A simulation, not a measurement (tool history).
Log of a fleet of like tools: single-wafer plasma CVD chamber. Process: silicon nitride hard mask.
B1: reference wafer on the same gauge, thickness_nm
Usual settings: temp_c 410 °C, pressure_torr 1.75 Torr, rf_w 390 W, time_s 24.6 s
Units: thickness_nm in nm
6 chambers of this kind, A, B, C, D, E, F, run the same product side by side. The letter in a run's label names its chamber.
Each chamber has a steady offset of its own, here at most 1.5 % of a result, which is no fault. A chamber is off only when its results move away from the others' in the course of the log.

{"hour": 13.8, "done": "chamber D: capacitance manometer re-zeroed and calibrated"}
{"run": "1F", "hour": 14.7, "temp_c": 410, "pressure_torr": 1.75, "rf_w": 390, "time_s": 24.6, "B1": 28.206, "thickness_nm": 33.982}
{"run": "2E", "hour": 30.7, "temp_c": 410, "pressure_torr": 1.75, "rf_w": 390, "time_s": 24.6, "B1": 28.252, "thickness_nm": 34.323}
{"run": "3D", "hour": 46.8, "temp_c": 410, "pressure_torr": 1.75, "rf_w": 390, "time_s": 24.6, "B1": 28.204, "thickness_nm": 34.297}
{"hour": 47.1, "done": "chamber C: thermocouple changed; heater temperature recalibrated"}
{"run": "4A", "hour": 59.9, "temp_c": 410, "pressure_torr": 1.75, "rf_w": 390, "time_s": 24.6, "B1": 28.204, "thickness_nm": 34.074}
{"run": "5C", "hour": 71.7, "temp_c": 410, "pressure_torr": 1.75, "rf_w": 390, "time_s": 24.6, "B1": 28.201, "thickness_nm": 34.974}
{"run": "6B", "hour": 83.1, "temp_c": 410, "pressure_torr": 1.75, "rf_w": 390, "time_s": 24.6, "B1": 28.178, "thickness_nm": 34.508}
{"run": "7D", "hour": 99.7, "temp_c": 410, "pressure_torr": 1.75, "rf_w": 390, "time_s": 24.6, "B1": 28.221, "thickness_nm": 34.304}
{"run": "8A", "hour": 110.4, "temp_c": 410, "pressure_torr": 1.75, "rf_w": 390, "time_s": 24.6, "B1": 28.22, "thickness_nm": 34.203}
{"run": "9C", "hour": 123.8, "temp_c": 410, "pressure_torr": 1.75, "rf_w": 390, "time_s": 24.6, "B1": 28.203, "thickness_nm": 34.577}
{"run": "10F", "hour": 131.9, "temp_c": 410, "pressure_torr": 1.75, "rf_w": 390, "time_s": 24.6, "B1": 28.219, "thickness_nm": 33.847}
{"run": "11E", "hour": 148.2, "temp_c": 410, "pressure_torr": 1.75, "rf_w": 390, "time_s": 24.6, "B1": 28.196, "thickness_nm": 34.123}
{"run": "12B", "hour": 163.5, "temp_c": 417, "pressure_torr": 1.75, "rf_w": 390, "time_s": 24.6, "B1": 28.23, "thickness_nm": 33.976}
{"run": "13C", "hour": 178.3, "temp_c": 417, "pressure_torr": 1.75, "rf_w": 390, "time_s": 24.6, "B1": 28.219, "thickness_nm": 34.525}
{"hour": 183.3, "done": "chamber C: RF generator calibrated"}
{"run": "14A", "hour": 190.7, "temp_c": 417, "pressure_torr": 1.75, "rf_w": 390, "time_s": 24.6, "B1": 28.185, "thickness_nm": 33.85}
{"run": "15F", "hour": 201.8, "temp_c": 417, "pressure_torr": 1.75, "rf_w": 390, "time_s": 24.6, "B1": 28.206, "thickness_nm": 33.862}
{"run": "16D", "hour": 211.9, "temp_c": 417, "pressure_torr": 1.75, "rf_w": 390, "time_s": 24.6, "B1": 28.171, "thickness_nm": 34.101}
{"run": "17B", "hour": 224.7, "temp_c": 417, "pressure_torr": 1.75, "rf_w": 390, "time_s": 24.6, "B1": 28.183, "thickness_nm": 34.363}
{"run": "18E", "hour": 233.9, "temp_c": 410, "pressure_torr": 1.75, "rf_w": 440, "time_s": 24.6, "B1": 28.229, "thickness_nm": 36.667}
{"run": "19E", "hour": 248.1, "temp_c": 410, "pressure_torr": 1.75, "rf_w": 440, "time_s": 24.6, "B1": 28.226, "thickness_nm": 36.739}
{"run": "20F", "hour": 259.7, "temp_c": 410, "pressure_torr": 1.75, "rf_w": 440, "time_s": 24.6, "B1": 28.177, "thickness_nm": 36.445}
{"run": "21D", "hour": 270.5, "temp_c": 410, "pressure_torr": 1.75, "rf_w": 440, "time_s": 24.6, "B1": 28.238, "thickness_nm": 36.919}
{"hour": 279.4, "done": "chamber A: capacitance manometer re-zeroed and calibrated"}
{"run": "22A", "hour": 284.0, "temp_c": 410, "pressure_torr": 1.75, "rf_w": 440, "time_s": 24.6, "B1": 28.184, "thickness_nm": 36.429}
{"run": "23C", "hour": 294.2, "temp_c": 410, "pressure_torr": 1.75, "rf_w": 440, "time_s": 24.6, "B1": 28.184, "thickness_nm": 36.94}
{"run": "24B", "hour": 307.9, "temp_c": 410, "pressure_torr": 1.75, "rf_w": 415, "time_s": 24.6, "B1": 28.205, "thickness_nm": 35.445}
{"run": "25C", "hour": 322.3, "temp_c": 410, "pressure_torr": 1.75, "rf_w": 415, "time_s": 24.6, "B1": 28.197, "thickness_nm": 35.302}
{"run": "26A", "hour": 337.1, "temp_c": 410, "pressure_torr": 1.75, "rf_w": 415, "time_s": 24.6, "B1": 28.208, "thickness_nm": 35.631}
{"run": "27E", "hour": 347.5, "temp_c": 410, "pressure_torr": 1.75, "rf_w": 415, "time_s": 24.6, "B1": 28.212, "thickness_nm": 35.556}
{"run": "28D", "hour": 362.9, "temp_c": 410, "pressure_torr": 1.75, "rf_w": 415, "time_s": 24.6, "B1": 28.168, "thickness_nm": 35.776}
{"run": "29F", "hour": 373.4, "temp_c": 410, "pressure_torr": 1.75, "rf_w": 415, "time_s": 24.6, "B1": 28.182, "thickness_nm": 35.065}
{"run": "30B", "hour": 381.7, "temp_c": 410, "pressure_torr": 1.75, "rf_w": 390, "time_s": 24.6, "B1": 28.19, "thickness_nm": 34.314}
{"run": "31B", "hour": 396.6, "temp_c": 410, "pressure_torr": 1.75, "rf_w": 390, "time_s": 24.6, "B1": 28.174, "thickness_nm": 34.406}
{"hour": 405.9, "done": "chamber F: RF generator calibrated"}
{"run": "32E", "hour": 406.2, "temp_c": 410, "pressure_torr": 1.75, "rf_w": 390, "time_s": 24.6, "B1": 28.172, "thickness_nm": 33.956}
{"run": "33C", "hour": 417.8, "temp_c": 410, "pressure_torr": 1.75, "rf_w": 390, "time_s": 24.6, "B1": 28.206, "thickness_nm": 34.5}
{"run": "34D", "hour": 428.3, "temp_c": 410, "pressure_torr": 1.75, "rf_w": 390, "time_s": 24.6, "B1": 28.199, "thickness_nm": 34.446}
{"run": "35A", "hour": 439.8, "temp_c": 410, "pressure_torr": 1.75, "rf_w": 390, "time_s": 24.6, "B1": 28.201, "thickness_nm": 34.23}
{"run": "36F", "hour": 447.8, "temp_c": 410, "pressure_torr": 1.75, "rf_w": 390, "time_s": 24.6, "B1": 28.191, "thickness_nm": 33.995}
{"hour": 452.4, "done": "chamber D: RF generator calibrated"}
{"hour": 452.7, "done": "chamber E: RF generator calibrated"}
{"run": "37D", "hour": 463.9, "temp_c": 402, "pressure_torr": 1.75, "rf_w": 390, "time_s": 20.8, "B1": 28.197, "thickness_nm": 29.322}
{"run": "38C", "hour": 473.2, "temp_c": 402, "pressure_torr": 1.75, "rf_w": 390, "time_s": 20.8, "B1": 28.183, "thickness_nm": 29.317}
{"hour": 475.6, "done": "chamber F: capacitance manometer re-zeroed and calibrated"}
{"run": "39A", "hour": 483.3, "temp_c": 402, "pressure_torr": 1.75, "rf_w": 390, "time_s": 20.8, "B1": 28.149, "thickness_nm": 28.921}
{"run": "40E", "hour": 491.9, "temp_c": 402, "pressure_torr": 1.75, "rf_w": 390, "time_s": 20.8, "B1": 28.175, "thickness_nm": 28.845}
{"run": "41B", "hour": 507.8, "temp_c": 402, "pressure_torr": 1.75, "rf_w": 390, "time_s": 20.8, "B1": 28.196, "thickness_nm": 29.234}
{"run": "42F", "hour": 517.3, "temp_c": 402, "pressure_torr": 1.75, "rf_w": 390, "time_s": 20.8, "B1": 28.228, "thickness_nm": 28.684}
{"run": "43B", "hour": 530.2, "temp_c": 410, "pressure_torr": 1.75, "rf_w": 390, "time_s": 24.6, "B1": 28.192, "thickness_nm": 34.154}

What goes on in this fleet: one chamber off, a drifting gauge, or nothing beyond the chambers' own small offsets? Name the chamber and the cause, if any.

No chamber stands off beyond its own small offset, and the gauge holds steady.
